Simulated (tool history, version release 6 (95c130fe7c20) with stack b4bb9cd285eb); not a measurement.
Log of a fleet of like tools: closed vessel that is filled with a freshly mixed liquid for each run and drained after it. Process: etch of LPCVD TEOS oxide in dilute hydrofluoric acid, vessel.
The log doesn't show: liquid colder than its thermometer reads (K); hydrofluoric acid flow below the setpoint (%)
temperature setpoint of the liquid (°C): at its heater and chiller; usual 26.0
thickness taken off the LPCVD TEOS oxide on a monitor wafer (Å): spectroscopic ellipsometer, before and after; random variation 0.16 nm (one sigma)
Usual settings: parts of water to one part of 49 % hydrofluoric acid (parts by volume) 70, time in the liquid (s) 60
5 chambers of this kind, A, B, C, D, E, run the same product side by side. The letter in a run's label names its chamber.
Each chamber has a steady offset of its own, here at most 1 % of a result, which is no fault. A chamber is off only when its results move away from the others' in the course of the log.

| run | hour | temperature setpoint of the liquid (°C) | parts of water to one part of 49 % hydrofluoric acid (parts by volume) | time in the liquid (s) | hours since the thermometer was replaced | hours since the hydrofluoric acid flow meter was replaced | read-back film thickness of the LPCVD TEOS oxide reference wafer, read on the same gauge (nm) | thickness taken off the LPCVD TEOS oxide on a monitor wafer (Å) |
|---|---|---|---|---|---|---|---|---|
| 1C | 6.1 | 26.0 | 70 | 60 | 1635.4 | 2019.9 | 110.04 | 289.91 |
| 2A | 8.9 | 26.0 | 70 | 60 | 835.7 | 380.6 | 110.01 | 291.41 |
| 3E | 14.4 | 26.0 | 70 | 60 | 583.2 | 119.1 | 110.01 | 292.39 |
| 4D | 19.5 | 26.0 | 70 | 60 | 1327.4 | 320.5 | 110.01 | 289.05 |
| 5B | 25.1 | 26.0 | 70 | 60 | 674.8 | 621.4 | 110.01 | 285.82 |
| 6E | 31.0 | 28.5 | 105 | 60 | 599.8 | 135.7 | 110.02 | 199.20 |
| 7B | 34.5 | 28.5 | 105 | 60 | 684.2 | 630.8 | 109.99 | 199.22 |
|  | 34.9 | chamber B: hydrofluoric acid flow meter replaced |
| 8D | 37.2 | 28.5 | 105 | 60 | 1345.1 | 338.2 | 109.95 | 201.86 |
| 9A | 40.0 | 28.5 | 105 | 60 | 866.8 | 411.7 | 109.97 | 204.59 |
| 10C | 45.6 | 28.5 | 105 | 60 | 1674.9 | 2059.4 | 109.99 | 199.27 |
| 11A | 50.5 | 26.0 | 70 | 60 | 877.3 | 422.2 | 110.03 | 289.35 |
| 12C | 55.3 | 21.0 | 70 | 60 | 1684.6 | 2069.1 | 110.01 | 234.73 |
| 13E | 59.6 | 21.0 | 70 | 60 | 628.4 | 164.3 | 110.04 | 232.72 |
|  | 62.9 | chamber C: hydrofluoric acid flow meter replaced |
| 14D | 64.2 | 21.0 | 70 | 60 | 1372.1 | 365.2 | 110.00 | 233.07 |
| 15B | 70.3 | 21.0 | 70 | 60 | 720.0 | 35.5 | 110.05 | 231.04 |
| 16A | 75.8 | 21.0 | 70 | 60 | 902.6 | 447.5 | 110.02 | 234.79 |
| 17D | 78.7 | 26.0 | 70 | 60 | 1386.6 | 379.7 | 110.02 | 287.32 |
| 18E | 82.8 | 26.0 | 70 | 60 | 651.6 | 187.5 | 110.00 | 292.57 |
| 19B | 86.6 | 26.0 | 70 | 60 | 736.3 | 51.8 | 110.02 | 283.17 |
| 20C | 91.8 | 26.0 | 70 | 60 | 1721.1 | 29.0 | 110.03 | 286.00 |
| 21D | 97.6 | 26.0 | 70 | 60 | 1405.5 | 398.6 | 109.97 | 287.69 |
| 22E | 102.8 | 26.0 | 70 | 60 | 671.6 | 207.5 | 109.96 | 287.55 |
| 23A | 106.1 | 26.0 | 70 | 60 | 932.9 | 477.8 | 109.99 | 289.63 |
| 24B | 110.7 | 26.0 | 70 | 60 | 760.4 | 75.9 | 109.99 | 284.83 |
| 25C | 116.4 | 26.0 | 70 | 60 | 1745.7 | 53.6 | 109.98 | 287.28 |
| 26B | 121.5 | 29.0 | 70 | 60 | 771.2 | 86.7 | 110.05 | 322.48 |
| 27C | 125.8 | 29.0 | 70 | 60 | 1755.1 | 63.0 | 110.00 | 321.73 |
| 28E | 128.8 | 29.0 | 70 | 60 | 697.6 | 233.5 | 110.01 | 324.05 |
| 29A | 131.8 | 29.0 | 70 | 60 | 958.6 | 503.5 | 109.96 | 329.29 |
| 30D | 136.5 | 29.0 | 70 | 60 | 1444.4 | 437.5 | 109.95 | 324.21 |
| 31E | 140.1 | 26.0 | 40 | 60 | 708.9 | 244.8 | 110.00 | 530.09 |
| 32C | 142.8 | 26.0 | 40 | 60 | 1772.1 | 80.0 | 110.00 | 525.47 |
| 33D | 146.9 | 26.0 | 40 | 60 | 1454.8 | 447.9 | 109.96 | 523.89 |
| 34A | 152.6 | 26.0 | 40 | 60 | 979.4 | 524.3 | 110.04 | 530.45 |

All 5 chambers run these settings next. Forecast each chamber's results:
| 35A | 157.0 | 26.0 | 80 | 60 |  |  |  | ? |
| 35B | 157.0 | 26.0 | 80 | 60 |  |  |  | ? |
| 35C | 157.0 | 26.0 | 80 | 60 |  |  |  | ? |
| 35D | 157.0 | 26.0 | 80 | 60 |  |  |  | ? |
| 35E | 157.0 | 26.0 | 80 | 60 |  |  |  | ? |

| run | thickness taken off the LPCVD TEOS oxide on a monitor wafer (Å) |
|---|---|
| 35A | 250.64 |
| 35B | 249.36 |
| 35C | 245.08 |
| 35D | 250.53 |
| 35E | 248.11 |
